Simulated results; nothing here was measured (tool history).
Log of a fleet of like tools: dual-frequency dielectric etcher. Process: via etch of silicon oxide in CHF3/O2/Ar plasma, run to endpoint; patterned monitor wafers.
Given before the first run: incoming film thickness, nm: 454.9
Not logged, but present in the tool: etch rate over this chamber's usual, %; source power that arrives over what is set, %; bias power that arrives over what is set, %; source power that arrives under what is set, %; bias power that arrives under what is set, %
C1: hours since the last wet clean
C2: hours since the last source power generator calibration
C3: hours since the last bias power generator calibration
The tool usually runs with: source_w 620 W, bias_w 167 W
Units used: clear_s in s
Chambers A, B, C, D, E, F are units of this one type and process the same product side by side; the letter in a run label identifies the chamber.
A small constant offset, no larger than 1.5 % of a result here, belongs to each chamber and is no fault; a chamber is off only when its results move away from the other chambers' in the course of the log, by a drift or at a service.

Run 1C, hour 10.6: usual settings; C1 229.7; C2 1392; C3 2379.9. Result: clear_s 231.38 s.
Run 2F, hour 19.7: usual settings; C1 270.7; C2 2233.9; C3 3591.2. Result: clear_s 230.93 s.
Run 3B, hour 27.7: usual settings; C1 219.8; C2 1793.2; C3 1190.5. Result: clear_s 232.03 s.
Run 4D, hour 37.7: usual settings; C1 131.6; C2 988.5; C3 1191.5. Result: clear_s 229.89 s.
At hour 40.7: chamber A: wet clean of the chamber.
Run 5A, hour 43.2: usual settings but bias_w 202 W; C1 2.6; C2 538; C3 2576.6. Result: clear_s 219.97 s.
Run 6E, hour 54.3: usual settings but bias_w 202 W; C1 402.1; C2 1528.9; C3 3025.6. Result: clear_s 217.91 s.
Run 7A, hour 61.7: usual settings but bias_w 202 W; C1 21.1; C2 556.5; C3 2595.1. Result: clear_s 220.94 s.
Run 8C, hour 69.9: usual settings but bias_w 202 W; C1 289; C2 1451.3; C3 2439.2. Result: clear_s 217.19 s.
Run 9D, hour 80.9: usual settings but bias_w 202 W; C1 174.8; C2 1031.7; C3 1234.7. Result: clear_s 216.15 s.
Run 10E, hour 89.8: usual settings but bias_w 202 W; C1 437.6; C2 1564.4; C3 3061.1. Result: clear_s 217.94 s.
Run 11B, hour 99: usual settings; C1 291.1; C2 1864.5; C3 1261.8. Result: clear_s 233.97 s.
Run 12F, hour 104.6: usual settings; C1 355.6; C2 2318.8; C3 3676.1. Result: clear_s 229.93 s.
Run 13E, hour 111: usual settings; C1 458.8; C2 1585.6; C3 3082.3. Result: clear_s 231.97 s.
Run 14B, hour 121: usual settings; C1 313.1; C2 1886.5; C3 1283.8. Result: clear_s 235 s.
At hour 126.5: chamber F: wet clean of the chamber.
Run 15F, hour 131.9: usual settings; C1 5.5; C2 2346.1; C3 3703.4. Result: clear_s 230.39 s.
Run 16D, hour 140.9: usual settings; C1 234.8; C2 1091.7; C3 1294.7. Result: clear_s 230.64 s.
Run 17A, hour 150.3: usual settings but source_w 720 W; C1 109.7; C2 645.1; C3 2683.7. Result: clear_s 221.73 s.
Run 18C, hour 160.2: usual settings but source_w 720 W; C1 379.3; C2 1541.6; C3 2529.5. Result: clear_s 219.61 s.
Run 19B, hour 169.6: usual settings but source_w 720 W; C1 361.7; C2 1935.1; C3 1332.4. Result: clear_s 220.88 s.
At hour 176.4: chamber C: wet clean of the chamber.
Run 20C, hour 180.4: usual settings but source_w 720 W; C1 4.1; C2 1561.8; C3 2549.7. Result: clear_s 219.26 s.
Run 21F, hour 189.9: usual settings but source_w 720 W; C1 63.5; C2 2404.1; C3 3761.4. Result: clear_s 217.82 s.
Run 22D, hour 200.9: usual settings but source_w 720 W; C1 294.8; C2 1151.7; C3 1354.7. Result: clear_s 217.55 s.
Run 23A, hour 205.8: usual settings; C1 165.2; C2 700.6; C3 2739.2. Result: clear_s 234.53 s.
Run 24E, hour 212.6: usual settings but bias_w 138 W; C1 560.4; C2 1687.2; C3 3183.9. Result: clear_s 247.41 s.
Run 25B, hour 218.3: usual settings but bias_w 138 W; C1 410.4; C2 1983.8; C3 1381.1. Result: clear_s 248.31 s.
At hour 224.7: chamber E: wet clean of the chamber.
Run 26C, hour 228.5: usual settings but bias_w 138 W; C1 52.2; C2 1609.9; C3 2597.8. Result: clear_s 246.53 s.
Run 27D, hour 237.3: usual settings but bias_w 138 W; C1 331.2; C2 1188.1; C3 1391.1. Result: clear_s 245.17 s.
At hour 238.9: chamber F: bias power generator calibrated.
Run 28F, hour 244.6: usual settings but bias_w 138 W; C1 118.2; C2 2458.8; C3 5.8. Result: clear_s 246.04 s.
Run 29A, hour 253.5: usual settings but bias_w 138 W; C1 212.9; C2 748.3; C3 2786.9. Result: clear_s 249.06 s.
Run 30E, hour 262.5: usual settings; C1 37.8; C2 1737.1; C3 3233.8. Result: clear_s 231.38 s.
Run 31A, hour 273.7: usual settings; C1 233.1; C2 768.5; C3 2807.1. Result: clear_s 234.16 s.
Run 32D, hour 279.6: usual settings; C1 373.5; C2 1230.4; C3 1433.4. Result: clear_s 230.41 s.
Run 33E, hour 287.1: usual settings; C1 62.4; C2 1761.7; C3 3258.4. Result: clear_s 231.47 s.
Run 34C, hour 297: usual settings; C1 120.7; C2 1678.4; C3 2666.3. Result: clear_s 230.86 s.
Run 35B, hour 305.7: usual settings; C1 497.8; C2 2071.2; C3 1468.5. Result: clear_s 235.61 s.
Run 36F, hour 316.7: usual settings; C1 190.3; C2 2530.9; C3 77.9. Result: clear_s 231.56 s.
Run 37F, hour 327.7: usual settings; C1 201.3; C2 2541.9; C3 88.9. Result: clear_s 231.06 s.
Run 38C, hour 333.8: usual settings but bias_w 192 W; C1 157.5; C2 1715.2; C3 2703.1. Result: clear_s 221.88 s.
Run 39A, hour 338.9: usual settings but bias_w 192 W; C1 298.3; C2 833.7; C3 2872.3. Result: clear_s 223.03 s.
Run 40E, hour 349.5: usual settings but bias_w 192 W; C1 124.8; C2 1824.1; C3 3320.8. Result: clear_s 221.42 s.
Run 41B, hour 360: usual settings but bias_w 192 W; C1 552.1; C2 2125.5; C3 1522.8. Result: clear_s 223.78 s.
Run 42D, hour 371.1: usual settings but bias_w 192 W; C1 465; C2 1321.9; C3 1524.9. Result: clear_s 220.22 s.
Run 43A, hour 380.8: usual settings but bias_w 192 W; C1 340.2; C2 875.6; C3 2914.2. Result: clear_s 224.38 s.

One chamber off, gauge drift, or nothing amiss beyond the chambers' own small offsets? If it is a chamber, which one, and what is the likeliest cause?

All chambers stay in line apart from their small fixed offsets, and the gauge does not drift.

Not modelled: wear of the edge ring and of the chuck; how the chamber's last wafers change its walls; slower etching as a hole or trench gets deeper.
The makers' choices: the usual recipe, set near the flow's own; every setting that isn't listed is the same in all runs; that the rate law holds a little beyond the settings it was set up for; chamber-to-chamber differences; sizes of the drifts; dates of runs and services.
